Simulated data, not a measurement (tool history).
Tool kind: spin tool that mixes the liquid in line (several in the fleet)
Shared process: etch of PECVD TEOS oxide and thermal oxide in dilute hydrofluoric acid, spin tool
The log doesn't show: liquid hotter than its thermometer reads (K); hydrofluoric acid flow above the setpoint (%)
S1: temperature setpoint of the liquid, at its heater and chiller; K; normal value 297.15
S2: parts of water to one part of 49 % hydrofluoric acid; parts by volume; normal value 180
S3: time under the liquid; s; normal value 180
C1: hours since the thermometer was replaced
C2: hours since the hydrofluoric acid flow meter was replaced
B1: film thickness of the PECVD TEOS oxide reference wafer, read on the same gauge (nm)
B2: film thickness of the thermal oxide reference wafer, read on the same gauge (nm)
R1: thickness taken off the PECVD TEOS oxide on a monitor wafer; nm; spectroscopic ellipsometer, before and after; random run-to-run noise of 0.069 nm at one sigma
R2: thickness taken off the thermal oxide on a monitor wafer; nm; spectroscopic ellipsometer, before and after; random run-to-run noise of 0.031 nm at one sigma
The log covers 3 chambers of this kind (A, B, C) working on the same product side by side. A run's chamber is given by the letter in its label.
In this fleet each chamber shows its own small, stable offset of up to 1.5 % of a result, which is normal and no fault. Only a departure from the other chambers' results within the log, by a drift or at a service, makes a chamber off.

run,day,S1,S2,S3,C1,C2,B1,B2,R1,R2
1B,0.171,297.15,180,180,1165.5,393.9,90.023,99.996,8.3643,4.3666
2A,0.433,297.15,180,180,1255.7,1341.5,90.019,99.971,8.4389,4.2402
3C,0.721,297.15,180,180,565.4,790.7,90.02,100.01,8.4121,4.4165
4C,1.054,297.15,180,180,573.4,798.7,90.01,100,8.3875,4.3727
5B,1.258,297.15,180,180,1191.6,420,90.005,99.986,8.5383,4.3734
6A,1.496,297.15,180,180,1281.2,1367,89.98,100,8.4491,4.3055
7B,1.646,299.65,180,80,1200.9,429.3,90.007,100.01,4.1356,2.1277
8A,1.929,299.65,180,80,1291.6,1377.4,90.001,100,4.1343,2.1075
9C,2.221,299.65,180,80,601.4,826.7,89.996,100.03,4.0675,2.1594
10C,2.529,297.15,180,180,608.8,834.1,90.025,99.998,8.3522,4.3978
11A,2.717,297.15,180,180,1310.5,1396.3,89.99,99.993,8.3897,4.2764
12B,2.971,297.15,180,180,1232.7,461.1,90.002,100,8.6599,4.4872
13C,3.162,297.15,180,180,624,849.3,89.977,100.03,8.5187,4.3589
14A,3.362,297.15,180,180,1326,1411.8,89.988,100.02,8.4488,4.2836
15B,3.604,297.15,180,180,1247.9,476.3,89.988,100,8.719,4.4935
16A,3.896,297.15,180,180,1338.8,1424.6,89.978,100,8.3096,4.3459
# day 3.971: chamber A: thermometer replaced
17B,4.112,297.15,180,180,1260.1,488.5,89.98,100.02,8.8366,4.5721
18C,4.325,297.15,95,140,651.9,877.2,89.98,100.01,13.841,7.0656
19B,4.662,297.15,95,140,1273.3,501.7,89.985,99.988,14.358,7.4254
20A,4.862,297.15,95,140,21.5,1447.8,90.008,100.02,13.964,7.1396
21C,5.129,297.15,180,180,671.2,896.5,90.014,99.995,8.4181,4.389
22A,5.371,297.15,180,180,33.7,1460,90.025,99.987,8.4145,4.2649

Which is it: a chamber that has drifted or been left off by a service, a gauge drift common to all chambers, or only each chamber's usual small offset? If a chamber is off, name it and its likeliest cause.

One chamber, B, drifts off from the rest bit by bit.
Most likely cause: hydrofluoric acid flow above the setpoint (%) = 6.6.
Not necessarily distinguishable in this log from: liquid hotter than its thermometer reads (K).

Which of the 4 candidates below, each the usual settings with something changed and its results left as question marks, puts chamber B back in line with what the other chambers give on the usual settings?
Counts as in line when no further than this from what the other chambers average on the usual settings: R1 0.24 nm; R2 0.11 nm
23B-1,5.621,297.15,185,170,,,,,?,?
23B-2,5.621,297.15,170,195,,,,,?,?
23B-3,5.621,297.15,190,165,,,,,?,?
23B-4,5.621,297.15,175,190,,,,,?,?

On the usual settings, the other chambers give on average: R1 8.4288 nm; R2 4.3358 nm
run,R1,R2
23B-1,8.3872,4.3099
23B-2,10.629,5.4621
23B-3,7.8866,4.0527
23B-4,10.01,5.1439
Change 23B-1 lands the chamber within the allowed miss of the other chambers.

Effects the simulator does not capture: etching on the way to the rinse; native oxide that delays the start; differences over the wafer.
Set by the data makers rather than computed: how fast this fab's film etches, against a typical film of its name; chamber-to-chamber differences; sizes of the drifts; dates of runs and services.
